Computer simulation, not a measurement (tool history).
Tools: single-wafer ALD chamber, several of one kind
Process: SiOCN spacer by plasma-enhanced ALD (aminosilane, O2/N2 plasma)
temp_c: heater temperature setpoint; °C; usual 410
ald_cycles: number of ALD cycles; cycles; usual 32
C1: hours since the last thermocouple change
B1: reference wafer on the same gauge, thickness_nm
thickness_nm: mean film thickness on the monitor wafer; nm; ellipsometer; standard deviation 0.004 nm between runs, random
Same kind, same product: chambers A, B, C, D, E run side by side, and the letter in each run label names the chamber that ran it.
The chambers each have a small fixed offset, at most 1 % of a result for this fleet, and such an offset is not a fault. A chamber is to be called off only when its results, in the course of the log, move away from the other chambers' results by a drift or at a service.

{"run": "1C", "hour": 7.0, "temp_c": 410, "ald_cycles": 32, "C1": 465.5, "B1": 1.6706, "thickness_nm": 1.8645}
{"run": "2B", "hour": 16.7, "temp_c": 410, "ald_cycles": 32, "C1": 1669.4, "B1": 1.6705, "thickness_nm": 1.8713}
{"run": "3E", "hour": 26.3, "temp_c": 410, "ald_cycles": 32, "C1": 222.2, "B1": 1.6701, "thickness_nm": 1.8651}
{"run": "4A", "hour": 37.1, "temp_c": 410, "ald_cycles": 32, "C1": 921.6, "B1": 1.6705, "thickness_nm": 1.8712}
{"run": "5D", "hour": 44.0, "temp_c": 410, "ald_cycles": 32, "C1": 1711.4, "B1": 1.67, "thickness_nm": 1.8593}
{"run": "6E", "hour": 51.5, "temp_c": 410, "ald_cycles": 32, "C1": 247.4, "B1": 1.6693, "thickness_nm": 1.8724}
{"run": "7C", "hour": 57.9, "temp_c": 410, "ald_cycles": 32, "C1": 516.4, "B1": 1.6705, "thickness_nm": 1.8666}
{"run": "8A", "hour": 66.3, "temp_c": 410, "ald_cycles": 32, "C1": 950.8, "B1": 1.6698, "thickness_nm": 1.8761}
{"run": "9D", "hour": 72.3, "temp_c": 410, "ald_cycles": 32, "C1": 1739.7, "B1": 1.6705, "thickness_nm": 1.8569}
{"run": "10B", "hour": 77.6, "temp_c": 410, "ald_cycles": 32, "C1": 1730.3, "B1": 1.6697, "thickness_nm": 1.8783}
{"run": "11A", "hour": 86.3, "temp_c": 410, "ald_cycles": 32, "C1": 970.8, "B1": 1.67, "thickness_nm": 1.8807}
{"run": "12C", "hour": 92.6, "temp_c": 410, "ald_cycles": 32, "C1": 551.1, "B1": 1.6696, "thickness_nm": 1.8568}
{"run": "13E", "hour": 98.2, "temp_c": 410, "ald_cycles": 32, "C1": 294.1, "B1": 1.6703, "thickness_nm": 1.8639}
{"run": "14D", "hour": 104.9, "temp_c": 410, "ald_cycles": 32, "C1": 1772.3, "B1": 1.6699, "thickness_nm": 1.8602}
{"run": "15B", "hour": 110.1, "temp_c": 410, "ald_cycles": 32, "C1": 1762.8, "B1": 1.6706, "thickness_nm": 1.8704}
{"hour": 115.1, "done": "chamber B: thermocouple changed; heater temperature recalibrated"}
{"run": "16E", "hour": 116.1, "temp_c": 398, "ald_cycles": 32, "C1": 312, "B1": 1.6696, "thickness_nm": 1.9174}
{"run": "17A", "hour": 121.8, "temp_c": 398, "ald_cycles": 32, "C1": 1006.3, "B1": 1.6692, "thickness_nm": 1.9356}
{"run": "18B", "hour": 130.3, "temp_c": 398, "ald_cycles": 32, "C1": 15.3, "B1": 1.6698, "thickness_nm": 1.928}
{"run": "19D", "hour": 141.8, "temp_c": 398, "ald_cycles": 32, "C1": 1809.2, "B1": 1.6705, "thickness_nm": 1.9151}
{"run": "20C", "hour": 152.3, "temp_c": 398, "ald_cycles": 32, "C1": 610.8, "B1": 1.6697, "thickness_nm": 1.9187}
{"run": "21E", "hour": 161.6, "temp_c": 410, "ald_cycles": 32, "C1": 357.5, "B1": 1.6687, "thickness_nm": 1.8731}
{"run": "22C", "hour": 170.4, "temp_c": 410, "ald_cycles": 32, "C1": 628.9, "B1": 1.6704, "thickness_nm": 1.847}
{"run": "23D", "hour": 180.9, "temp_c": 416, "ald_cycles": 32, "C1": 1848.3, "B1": 1.6703, "thickness_nm": 1.8286}
{"run": "24B", "hour": 186.6, "temp_c": 416, "ald_cycles": 32, "C1": 71.6, "B1": 1.6691, "thickness_nm": 1.8333}
{"run": "25A", "hour": 196.9, "temp_c": 416, "ald_cycles": 32, "C1": 1081.4, "B1": 1.6695, "thickness_nm": 1.8382}
{"run": "26C", "hour": 206.9, "temp_c": 416, "ald_cycles": 32, "C1": 665.4, "B1": 1.67, "thickness_nm": 1.8109}
{"run": "27A", "hour": 213.5, "temp_c": 416, "ald_cycles": 32, "C1": 1098, "B1": 1.6702, "thickness_nm": 1.8383}
{"run": "28B", "hour": 223.8, "temp_c": 410, "ald_cycles": 32, "C1": 108.8, "B1": 1.6691, "thickness_nm": 1.868}
{"run": "29E", "hour": 233.0, "temp_c": 410, "ald_cycles": 32, "C1": 428.9, "B1": 1.6704, "thickness_nm": 1.87}
{"run": "30D", "hour": 239.1, "temp_c": 399, "ald_cycles": 38, "C1": 1906.5, "B1": 1.6705, "thickness_nm": 2.2769}
{"run": "31A", "hour": 246.9, "temp_c": 399, "ald_cycles": 38, "C1": 1131.4, "B1": 1.6698, "thickness_nm": 2.3032}
{"run": "32D", "hour": 253.9, "temp_c": 399, "ald_cycles": 38, "C1": 1921.3, "B1": 1.67, "thickness_nm": 2.2823}
{"run": "33C", "hour": 260.8, "temp_c": 399, "ald_cycles": 38, "C1": 719.3, "B1": 1.6701, "thickness_nm": 2.2626}
{"run": "34E", "hour": 266.2, "temp_c": 399, "ald_cycles": 38, "C1": 462.1, "B1": 1.6702, "thickness_nm": 2.2868}
{"run": "35B", "hour": 275.3, "temp_c": 410, "ald_cycles": 32, "C1": 160.3, "B1": 1.6699, "thickness_nm": 1.8699}
{"run": "36A", "hour": 285.2, "temp_c": 410, "ald_cycles": 32, "C1": 1169.7, "B1": 1.67, "thickness_nm": 1.8839}
{"run": "37D", "hour": 291.8, "temp_c": 410, "ald_cycles": 32, "C1": 1959.2, "B1": 1.6704, "thickness_nm": 1.861}
{"run": "38B", "hour": 299.0, "temp_c": 410, "ald_cycles": 32, "C1": 184, "B1": 1.6706, "thickness_nm": 1.8736}
{"run": "39C", "hour": 307.3, "temp_c": 410, "ald_cycles": 32, "C1": 765.8, "B1": 1.6694, "thickness_nm": 1.8287}
{"run": "40E", "hour": 317.8, "temp_c": 410, "ald_cycles": 32, "C1": 513.7, "B1": 1.6687, "thickness_nm": 1.8676}
{"run": "41C", "hour": 323.5, "temp_c": 410, "ald_cycles": 32, "C1": 782, "B1": 1.67, "thickness_nm": 1.832}
{"run": "42B", "hour": 331.4, "temp_c": 410, "ald_cycles": 35, "C1": 216.4, "B1": 1.6695, "thickness_nm": 2.0457}
{"run": "43A", "hour": 336.5, "temp_c": 410, "ald_cycles": 35, "C1": 1221, "B1": 1.6695, "thickness_nm": 2.057}

Read the log: is a single chamber off, either drifting away or since a service, is the gauge that measures every chamber drifting, or is nothing wrong beyond small per-chamber offsets? Name any odd chamber and what most likely caused it.

It is chamber C that slowly wanders off from its peers.
Likeliest cause: wafer temperature above the value expected at the setpoint (K) = 5.64.

Which of the 4 candidates below, each the usual settings with something changed and its results left as question marks, puts chamber C back in line with what the other chambers give on the usual settings?
In line means no further than this from the other chambers' mean on the usual settings: thickness_nm 0.015 nm
{"run": "44C-1", "hour": 344.8, "temp_c": 416, "ald_cycles": 32, "thickness_nm": "?"}
{"run": "44C-2", "hour": 344.8, "temp_c": 408, "ald_cycles": 32, "thickness_nm": "?"}
{"run": "44C-3", "hour": 344.8, "temp_c": 412, "ald_cycles": 32, "thickness_nm": "?"}
{"run": "44C-4", "hour": 344.8, "temp_c": 404, "ald_cycles": 32, "thickness_nm": "?"}

On the usual settings, the other chambers give on average: thickness_nm 1.8689 nm
run=44C-1 thickness_nm=1.7971
run=44C-2 thickness_nm=1.8425
run=44C-3 thickness_nm=1.8198
run=44C-4 thickness_nm=1.8652
The answer is 44C-4, which returns the chamber to within the allowed miss of the others.
